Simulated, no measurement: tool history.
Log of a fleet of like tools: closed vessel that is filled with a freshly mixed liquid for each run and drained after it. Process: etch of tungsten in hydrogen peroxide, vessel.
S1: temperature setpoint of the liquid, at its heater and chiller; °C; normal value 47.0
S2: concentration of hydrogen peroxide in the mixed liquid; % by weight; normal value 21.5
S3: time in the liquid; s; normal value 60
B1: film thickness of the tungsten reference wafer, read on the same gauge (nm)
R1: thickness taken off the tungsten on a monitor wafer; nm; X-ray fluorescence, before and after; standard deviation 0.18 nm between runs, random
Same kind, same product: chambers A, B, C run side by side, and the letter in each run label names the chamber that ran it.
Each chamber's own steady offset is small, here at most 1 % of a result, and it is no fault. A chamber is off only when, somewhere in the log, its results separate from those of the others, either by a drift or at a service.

At day 0.046: chamber C: new drum of peroxide connected.
Run 1C, day 0.304: usual settings; B1 110.02. Result: R1 44.487 nm.
Run 2A, day 0.492: usual settings; B1 110.02. Result: R1 43.190 nm.
Run 3B, day 0.700: usual settings; B1 110.03. Result: R1 43.318 nm.
Run 4C, day 0.950: usual settings; B1 110.01. Result: R1 44.157 nm.
Run 5B, day 1.188: usual settings; B1 110.00. Result: R1 43.663 nm.
Run 6A, day 1.425: usual settings; B1 110.00. Result: R1 43.225 nm.
Run 7A, day 1.621: usual settings; B1 109.99. Result: R1 43.462 nm.
Run 8C, day 1.950: usual settings; B1 109.98. Result: R1 44.496 nm.
Run 9B, day 2.150: usual settings; B1 110.01. Result: R1 43.315 nm.
Run 10A, day 2.508: usual settings; B1 109.99. Result: R1 43.281 nm.
Run 11C, day 2.742: usual settings; B1 109.96. Result: R1 44.227 nm.
Run 12B, day 3.058: usual settings; B1 109.99. Result: R1 43.087 nm.
At day 3.083: chamber C: thermometer replaced.
Run 13C, day 3.225: usual settings; B1 109.95. Result: R1 43.911 nm.
Run 14B, day 3.450: usual settings but S3 95 s; B1 109.99. Result: R1 67.958 nm.
Run 15A, day 3.796: usual settings but S3 95 s; B1 110.00. Result: R1 68.912 nm.
Run 16A, day 4.075: usual settings but S3 95 s; B1 110.01. Result: R1 69.294 nm.
Run 17B, day 4.267: usual settings; B1 110.02. Result: R1 42.593 nm.
Run 18C, day 4.583: usual settings; B1 109.98. Result: R1 44.052 nm.
Run 19C, day 4.833: usual settings; B1 109.98. Result: R1 44.238 nm.
Run 20A, day 5.138: usual settings; B1 110.00. Result: R1 43.409 nm.
Run 21B, day 5.442: usual settings; B1 109.97. Result: R1 42.288 nm.
Run 22B, day 5.692: usual settings but S1 55.5 °C, S3 30 s; B1 109.97. Result: R1 35.105 nm.
Run 23A, day 5.954: usual settings but S1 55.5 °C, S3 30 s; B1 110.00. Result: R1 36.585 nm.

Does one chamber stand apart from the rest, does the shared gauge drift, or is all well apart from small per-chamber offsets? Give the chamber and the most likely cause, where there is one.

Chamber B drifts away from the others.
Most likely cause: peroxide weaker than its label (%) = 6.12.
Not necessarily distinguishable in this log from: liquid colder than its thermometer reads (K); peroxide flow below the setpoint (%).

Which of the 4 candidates below, each the usual settings with something changed and its results left as question marks, puts chamber B back in line with what the other chambers give on the usual settings?
In-line tolerance around the mean of the other chambers on the usual settings: R1 0.630 nm
Run 24B-1, day 6.217: usual settings but S2 23.0 % by weight. Result: R1 ?.
Run 24B-2, day 6.217: usual settings but S2 21.0 % by weight. Result: R1 ?.
Run 24B-3, day 6.217: usual settings but S2 20.0 % by weight. Result: R1 ?.
Run 24B-4, day 6.217: usual settings but S2 22.0 % by weight. Result: R1 ?.

What the other chambers average on the usual settings: R1 43.823 nm
  run      R1
24B-1  43.599
24B-2  41.685
24B-3  40.695
24B-4  42.653
The answer is 24B-1, which returns the chamber to within the allowed miss of the others.
